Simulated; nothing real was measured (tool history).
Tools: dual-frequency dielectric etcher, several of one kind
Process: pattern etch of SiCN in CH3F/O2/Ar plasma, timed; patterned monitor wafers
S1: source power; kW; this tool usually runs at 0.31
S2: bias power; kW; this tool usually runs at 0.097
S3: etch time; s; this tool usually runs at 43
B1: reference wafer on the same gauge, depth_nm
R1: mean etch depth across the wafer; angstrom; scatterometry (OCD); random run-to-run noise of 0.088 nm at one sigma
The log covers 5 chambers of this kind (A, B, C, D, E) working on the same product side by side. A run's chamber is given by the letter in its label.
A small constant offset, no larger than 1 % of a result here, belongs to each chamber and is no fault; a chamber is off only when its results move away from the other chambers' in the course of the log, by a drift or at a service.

run   hour    S1     S2  S3      B1      R1
 1A    7.2  0.31  0.097  43   17.49  164.25
 2D   15.9  0.31  0.097  43    17.5  164.62
 3C   27.3  0.31  0.097  43  17.486  162.93
 4B   43.2  0.31  0.097  43  17.504  164.03
 5E   58.9  0.31  0.097  43  17.505  164.04
 6B     66  0.31  0.097  43  17.503  163.81
 7D   77.1  0.31  0.097  43  17.499  164.38
 8C   89.1  0.31  0.097  43  17.488  161.86
      97.6  -- chamber A: bias power generator calibrated
 9A   98.4  0.31  0.097  43  17.512  163.52
10E  108.3  0.31  0.097  43  17.511   164.7
     111.3  -- chamber B: wet clean of the chamber
     115.4  -- chamber E: source power generator calibrated
11B  116.1  0.37  0.097  33  17.501   135.2
12E  124.3  0.37  0.097  33  17.508   134.1
13A  132.9  0.37  0.097  33  17.497  132.79
     141.4  -- chamber D: wet clean of the chamber
14C  144.1  0.37  0.097  33  17.502  134.33
15D  153.7  0.37  0.097  33  17.508  135.36
16E  163.3  0.31  0.097  43  17.494  164.28
17D  171.5  0.31  0.097  43  17.485  164.59
18A  179.9  0.31  0.097  43  17.532  163.95
19B    192  0.31  0.097  43  17.476  165.13
20C    201  0.31  0.097  43  17.535  162.12
21C  210.2  0.31  0.097  43  17.483  164.58
22E  225.6  0.31  0.097  43  17.497  166.04
     227.8  -- chamber A: wet clean of the chamber
23D  233.2  0.31  0.097  43  17.516  164.12
24A  240.8  0.31  0.097  43  17.496  162.58
25B    250  0.31  0.097  43  17.503  163.97
26E  265.4  0.31  0.097  43  17.494  164.41
27B  279.2  0.31  0.097  43  17.484  164.37
28A  289.2  0.31  0.097  43   17.51  164.78
29C  300.9  0.31  0.097  43  17.514   162.8
30D    309  0.31  0.097  43  17.488  164.71
31D  323.8  0.31  0.097  43  17.507  162.86
32E  333.8  0.31  0.097  43  17.493  165.67
33A  341.5  0.31  0.097  43  17.486  165.95
34B  351.8  0.25  0.097  43  17.503  150.99
35C  360.5  0.25  0.097  43  17.492  150.81
     360.9  -- chamber C: wet clean of the chamber
36D    368  0.25  0.097  43  17.488  153.25
37B    376  0.25  0.097  43  17.508  151.88
38E  388.1  0.25  0.097  43  17.495  153.17
39C  397.3  0.31  0.097  43  17.495   163.5
40A  408.3  0.31  0.097  43  17.518   162.9
41C  418.4  0.31  0.097  43  17.522  163.73
42E  426.5  0.31  0.097  43  17.497  165.24
43D  434.4  0.31  0.097  43  17.493  164.37

All 5 chambers run these settings next. Forecast each chamber's results:
44A  445.8  0.31  0.097  43       ?
44B  445.8  0.31  0.097  43       ?
44C  445.8  0.31  0.097  43       ?
44D  445.8  0.31  0.097  43       ?
44E  445.8  0.31  0.097  43       ?

run      R1
44A  162.47
44B  164.74
44C   162.7
44D  165.23
44E  166.02

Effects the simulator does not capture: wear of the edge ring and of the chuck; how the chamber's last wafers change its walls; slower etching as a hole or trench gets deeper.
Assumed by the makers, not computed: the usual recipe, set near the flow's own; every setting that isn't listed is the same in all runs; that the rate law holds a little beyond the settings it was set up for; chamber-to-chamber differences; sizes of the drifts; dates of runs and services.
